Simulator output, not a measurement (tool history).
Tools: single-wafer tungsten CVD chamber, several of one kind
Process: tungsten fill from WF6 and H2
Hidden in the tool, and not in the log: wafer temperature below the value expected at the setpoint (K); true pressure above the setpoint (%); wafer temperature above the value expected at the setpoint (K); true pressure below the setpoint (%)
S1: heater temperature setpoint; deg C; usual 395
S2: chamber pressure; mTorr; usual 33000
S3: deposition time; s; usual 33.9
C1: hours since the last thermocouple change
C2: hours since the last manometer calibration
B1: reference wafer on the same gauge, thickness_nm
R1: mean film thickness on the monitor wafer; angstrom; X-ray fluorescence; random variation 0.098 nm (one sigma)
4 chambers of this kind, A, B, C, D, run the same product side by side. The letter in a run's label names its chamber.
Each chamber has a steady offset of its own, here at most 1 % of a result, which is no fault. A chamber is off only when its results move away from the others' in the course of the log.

Run 1B, hour 12.6: usual settings; C1 1136.5; C2 866.2; B1 96.411. Result: R1 944.93 angstrom.
Run 2D, hour 24: usual settings; C1 1272.2; C2 199.6; B1 96.412. Result: R1 942.93 angstrom.
At hour 25.6: chamber C: capacitance manometer re-zeroed and calibrated.
Run 3C, hour 39.8: usual settings; C1 2163.5; C2 14.2; B1 96.428. Result: R1 936.71 angstrom.
Run 4A, hour 55.3: usual settings; C1 560.3; C2 2424.8; B1 96.453. Result: R1 933.58 angstrom.
Run 5D, hour 63.4: usual settings; C1 1311.6; C2 239; B1 96.456. Result: R1 943.89 angstrom.
Run 6A, hour 71.9: usual settings; C1 576.9; C2 2441.4; B1 96.471. Result: R1 931.96 angstrom.
Run 7B, hour 82.8: usual settings but S3 28.2 s; C1 1206.7; C2 936.4; B1 96.482. Result: R1 786.32 angstrom.
Run 8C, hour 97: usual settings but S3 28.2 s; C1 2220.7; C2 71.4; B1 96.47. Result: R1 776.14 angstrom.
Run 9A, hour 106.2: usual settings but S3 28.2 s; C1 611.2; C2 2475.7; B1 96.471. Result: R1 774.73 angstrom.
Run 10C, hour 119.9: usual settings but S3 28.2 s; C1 2243.6; C2 94.3; B1 96.502. Result: R1 778.53 angstrom.
Run 11D, hour 128.9: usual settings; C1 1377.1; C2 304.5; B1 96.487. Result: R1 944.39 angstrom.
Run 12B, hour 144: usual settings; C1 1267.9; C2 997.6; B1 96.512. Result: R1 947.78 angstrom.
Run 13D, hour 154.9: usual settings; C1 1403.1; C2 330.5; B1 96.517. Result: R1 944.53 angstrom.
Run 14B, hour 168: usual settings; C1 1291.9; C2 1021.6; B1 96.55. Result: R1 944.22 angstrom.
Run 15C, hour 177.7: usual settings; C1 2301.4; C2 152.1; B1 96.533. Result: R1 936.83 angstrom.
Run 16A, hour 189.4: usual settings; C1 694.4; C2 2558.9; B1 96.548. Result: R1 933.94 angstrom.
Run 17B, hour 201.4: usual settings; C1 1325.3; C2 1055; B1 96.557. Result: R1 945.42 angstrom.
At hour 214.2: chamber C: thermocouple changed; heater temperature recalibrated.
Run 18A, hour 215.5: usual settings; C1 720.5; C2 2585; B1 96.555. Result: R1 933.12 angstrom.
Run 19D, hour 227.5: usual settings; C1 1475.7; C2 403.1; B1 96.59. Result: R1 944.85 angstrom.
Run 20C, hour 242.6: usual settings but S1 388 deg C; C1 28.4; C2 217; B1 96.593. Result: R1 816.88 angstrom.
Run 21B, hour 252.4: usual settings but S1 388 deg C; C1 1376.3; C2 1106; B1 96.607. Result: R1 827.07 angstrom.
Run 22A, hour 266.2: usual settings but S1 388 deg C; C1 771.2; C2 2635.7; B1 96.615. Result: R1 816.69 angstrom.
Run 23C, hour 273.4: usual settings but S1 388 deg C; C1 59.2; C2 247.8; B1 96.632. Result: R1 816.15 angstrom.
Run 24D, hour 288.4: usual settings but S2 28200 mTorr, S3 28.9 s; C1 1536.6; C2 464; B1 96.64. Result: R1 745.87 angstrom.
Run 25C, hour 301.1: usual settings but S2 28200 mTorr, S3 28.9 s; C1 86.9; C2 275.5; B1 96.635. Result: R1 737.34 angstrom.
Run 26B, hour 315.3: usual settings but S2 28200 mTorr, S3 28.9 s; C1 1439.2; C2 1168.9; B1 96.66. Result: R1 749.63 angstrom.
Run 27D, hour 327.5: usual settings but S2 28200 mTorr, S3 28.9 s; C1 1575.7; C2 503.1; B1 96.673. Result: R1 747.69 angstrom.
Run 28A, hour 340.2: usual settings; C1 845.2; C2 2709.7; B1 96.676. Result: R1 932.09 angstrom.
Run 29B, hour 354.9: usual settings; C1 1478.8; C2 1208.5; B1 96.671. Result: R1 947.73 angstrom.
Run 30C, hour 363.6: usual settings but S2 26100 mTorr, S3 36.9 s; C1 149.4; C2 338; B1 96.707. Result: R1 908.43 angstrom.
Run 31D, hour 379.9: usual settings but S2 26100 mTorr, S3 36.9 s; C1 1628.1; C2 555.5; B1 96.718. Result: R1 919.9 angstrom.
Run 32A, hour 390.6: usual settings but S2 26100 mTorr, S3 36.9 s; C1 895.6; C2 2760.1; B1 96.721. Result: R1 906.08 angstrom.
Run 33B, hour 405.3: usual settings but S2 26100 mTorr, S3 36.9 s; C1 1529.2; C2 1258.9; B1 96.724. Result: R1 922.06 angstrom.
Run 34A, hour 416.1: usual settings but S1 389 deg C, S2 27400 mTorr; C1 921.1; C2 2785.6; B1 96.731. Result: R1 760.81 angstrom.
Run 35D, hour 423.7: usual settings but S1 389 deg C, S2 27400 mTorr; C1 1671.9; C2 599.3; B1 96.733. Result: R1 772.75 angstrom.
Run 36C, hour 439.2: usual settings but S1 389 deg C, S2 27400 mTorr; C1 225; C2 413.6; B1 96.753. Result: R1 761.88 angstrom.
Run 37C, hour 455.4: usual settings but S1 389 deg C, S2 27400 mTorr; C1 241.2; C2 429.8; B1 96.787. Result: R1 763.8 angstrom.
Run 38B, hour 466.9: usual settings; C1 1590.8; C2 1320.5; B1 96.81. Result: R1 947.07 angstrom.
Run 39D, hour 480.4: usual settings; C1 1728.6; C2 656; B1 96.804. Result: R1 946.99 angstrom.
Run 40A, hour 488.7: usual settings; C1 993.7; C2 2858.2; B1 96.792. Result: R1 935.7 angstrom.

What goes on in this fleet: one chamber off, a drifting gauge, or nothing beyond the chambers' own small offsets? Name the chamber and the cause, if any.

The gauge drifts, so all chambers seem to drift together. No chamber is off.
Cause: gauge reads high (%) = 0.429.

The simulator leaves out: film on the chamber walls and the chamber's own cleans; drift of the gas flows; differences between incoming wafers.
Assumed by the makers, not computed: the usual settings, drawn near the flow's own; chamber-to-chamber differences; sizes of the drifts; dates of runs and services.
